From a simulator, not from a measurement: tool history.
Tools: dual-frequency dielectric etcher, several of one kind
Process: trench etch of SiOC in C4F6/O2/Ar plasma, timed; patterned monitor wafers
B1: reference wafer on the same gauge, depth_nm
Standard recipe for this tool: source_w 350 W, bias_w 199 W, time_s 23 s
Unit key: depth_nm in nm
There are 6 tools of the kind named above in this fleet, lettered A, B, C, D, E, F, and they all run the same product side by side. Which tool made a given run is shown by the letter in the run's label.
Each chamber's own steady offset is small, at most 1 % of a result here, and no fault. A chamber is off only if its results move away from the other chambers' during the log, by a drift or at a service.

{"run": "1F", "hour": 9.3, "source_w": 350, "bias_w": 199, "time_s": 23, "B1": 43.012, "depth_nm": 46.785}
{"run": "2D", "hour": 16.9, "source_w": 350, "bias_w": 199, "time_s": 23, "B1": 43.008, "depth_nm": 47.116}
{"run": "3C", "hour": 24.0, "source_w": 350, "bias_w": 199, "time_s": 23, "B1": 43.022, "depth_nm": 46.966}
{"run": "4E", "hour": 33.9, "source_w": 350, "bias_w": 199, "time_s": 23, "B1": 43.012, "depth_nm": 46.61}
{"run": "5B", "hour": 42.1, "source_w": 350, "bias_w": 199, "time_s": 23, "B1": 43.027, "depth_nm": 46.814}
{"hour": 49.0, "done": "chamber F: bias power generator calibrated"}
{"run": "6A", "hour": 50.1, "source_w": 350, "bias_w": 199, "time_s": 23, "B1": 43.028, "depth_nm": 46.811}
{"hour": 50.7, "done": "chamber E: source power generator calibrated"}
{"run": "7B", "hour": 59.4, "source_w": 350, "bias_w": 199, "time_s": 23, "B1": 43.037, "depth_nm": 47.003}
{"run": "8D", "hour": 63.9, "source_w": 350, "bias_w": 199, "time_s": 23, "B1": 43.043, "depth_nm": 47.31}
{"run": "9C", "hour": 68.4, "source_w": 350, "bias_w": 199, "time_s": 23, "B1": 43.052, "depth_nm": 47.086}
{"run": "10F", "hour": 75.8, "source_w": 350, "bias_w": 199, "time_s": 23, "B1": 43.055, "depth_nm": 46.909}
{"run": "11E", "hour": 85.8, "source_w": 350, "bias_w": 199, "time_s": 23, "B1": 43.065, "depth_nm": 46.756}
{"run": "12A", "hour": 94.2, "source_w": 350, "bias_w": 199, "time_s": 23, "B1": 43.074, "depth_nm": 46.833}
{"run": "13B", "hour": 102.5, "source_w": 350, "bias_w": 199, "time_s": 23, "B1": 43.069, "depth_nm": 47.017}
{"run": "14F", "hour": 107.5, "source_w": 350, "bias_w": 199, "time_s": 23, "B1": 43.079, "depth_nm": 47.029}
{"run": "15E", "hour": 112.4, "source_w": 350, "bias_w": 199, "time_s": 23, "B1": 43.093, "depth_nm": 46.747}
{"run": "16C", "hour": 118.0, "source_w": 350, "bias_w": 199, "time_s": 23, "B1": 43.092, "depth_nm": 47.218}
{"run": "17D", "hour": 126.2, "source_w": 350, "bias_w": 199, "time_s": 23, "B1": 43.101, "depth_nm": 47.297}
{"run": "18A", "hour": 134.3, "source_w": 350, "bias_w": 199, "time_s": 23, "B1": 43.112, "depth_nm": 46.933}
{"run": "19C", "hour": 142.1, "source_w": 350, "bias_w": 199, "time_s": 23, "B1": 43.108, "depth_nm": 47.142}
{"run": "20B", "hour": 149.6, "source_w": 350, "bias_w": 199, "time_s": 23, "B1": 43.108, "depth_nm": 47.072}
{"run": "21A", "hour": 156.1, "source_w": 350, "bias_w": 199, "time_s": 23, "B1": 43.114, "depth_nm": 46.818}
{"run": "22D", "hour": 162.0, "source_w": 350, "bias_w": 199, "time_s": 25.5, "B1": 43.119, "depth_nm": 52.455}
{"run": "23E", "hour": 171.5, "source_w": 350, "bias_w": 199, "time_s": 25.5, "B1": 43.116, "depth_nm": 51.806}
{"run": "24F", "hour": 179.3, "source_w": 350, "bias_w": 199, "time_s": 25.5, "B1": 43.136, "depth_nm": 52.173}
{"run": "25A", "hour": 187.4, "source_w": 350, "bias_w": 199, "time_s": 25.5, "B1": 43.132, "depth_nm": 51.937}
{"run": "26D", "hour": 195.8, "source_w": 350, "bias_w": 199, "time_s": 25.5, "B1": 43.142, "depth_nm": 52.411}
{"run": "27B", "hour": 204.1, "source_w": 350, "bias_w": 199, "time_s": 25.5, "B1": 43.134, "depth_nm": 52.172}
{"run": "28C", "hour": 211.1, "source_w": 350, "bias_w": 199, "time_s": 23, "B1": 43.145, "depth_nm": 47.22}
{"run": "29E", "hour": 220.5, "source_w": 350, "bias_w": 199, "time_s": 23, "B1": 43.163, "depth_nm": 46.72}
{"run": "30F", "hour": 230.0, "source_w": 350, "bias_w": 199, "time_s": 23, "B1": 43.17, "depth_nm": 47.078}
{"run": "31A", "hour": 238.1, "source_w": 350, "bias_w": 199, "time_s": 23, "B1": 43.175, "depth_nm": 46.876}
{"run": "32D", "hour": 242.5, "source_w": 350, "bias_w": 199, "time_s": 23, "B1": 43.165, "depth_nm": 47.247}
{"run": "33C", "hour": 247.8, "source_w": 350, "bias_w": 199, "time_s": 23, "B1": 43.179, "depth_nm": 47.227}
{"run": "34B", "hour": 256.2, "source_w": 350, "bias_w": 199, "time_s": 23, "B1": 43.187, "depth_nm": 47.093}
{"run": "35F", "hour": 260.8, "source_w": 350, "bias_w": 199, "time_s": 23, "B1": 43.196, "depth_nm": 47.082}
{"run": "36E", "hour": 270.4, "source_w": 430, "bias_w": 199, "time_s": 23, "B1": 43.204, "depth_nm": 50.661}
{"run": "37A", "hour": 277.0, "source_w": 430, "bias_w": 199, "time_s": 23, "B1": 43.203, "depth_nm": 50.861}
{"run": "38B", "hour": 285.9, "source_w": 430, "bias_w": 199, "time_s": 23, "B1": 43.223, "depth_nm": 51.161}
{"hour": 289.6, "done": "chamber F: wet clean of the chamber"}
{"run": "39D", "hour": 293.4, "source_w": 430, "bias_w": 199, "time_s": 23, "B1": 43.202, "depth_nm": 51.277}
{"run": "40C", "hour": 303.2, "source_w": 430, "bias_w": 199, "time_s": 23, "B1": 43.229, "depth_nm": 51.2}
{"run": "41F", "hour": 309.7, "source_w": 430, "bias_w": 199, "time_s": 23, "B1": 43.223, "depth_nm": 51.081}
{"run": "42E", "hour": 319.7, "source_w": 350, "bias_w": 199, "time_s": 23, "B1": 43.228, "depth_nm": 46.96}

Next, every chamber runs the same settings. What will each give?
{"run": "43A", "hour": 327.0, "source_w": 350, "bias_w": 199, "time_s": 28.5, "depth_nm": "?"}
{"run": "43B", "hour": 327.0, "source_w": 350, "bias_w": 199, "time_s": 28.5, "depth_nm": "?"}
{"run": "43C", "hour": 327.0, "source_w": 350, "bias_w": 199, "time_s": 28.5, "depth_nm": "?"}
{"run": "43D", "hour": 327.0, "source_w": 350, "bias_w": 199, "time_s": 28.5, "depth_nm": "?"}
{"run": "43E", "hour": 327.0, "source_w": 350, "bias_w": 199, "time_s": 28.5, "depth_nm": "?"}
{"run": "43F", "hour": 327.0, "source_w": 350, "bias_w": 199, "time_s": 28.5, "depth_nm": "?"}

run=43A depth_nm=58.248
run=43B depth_nm=58.411
run=43C depth_nm=58.494
run=43D depth_nm=58.677
run=43E depth_nm=57.992
run=43F depth_nm=58.454
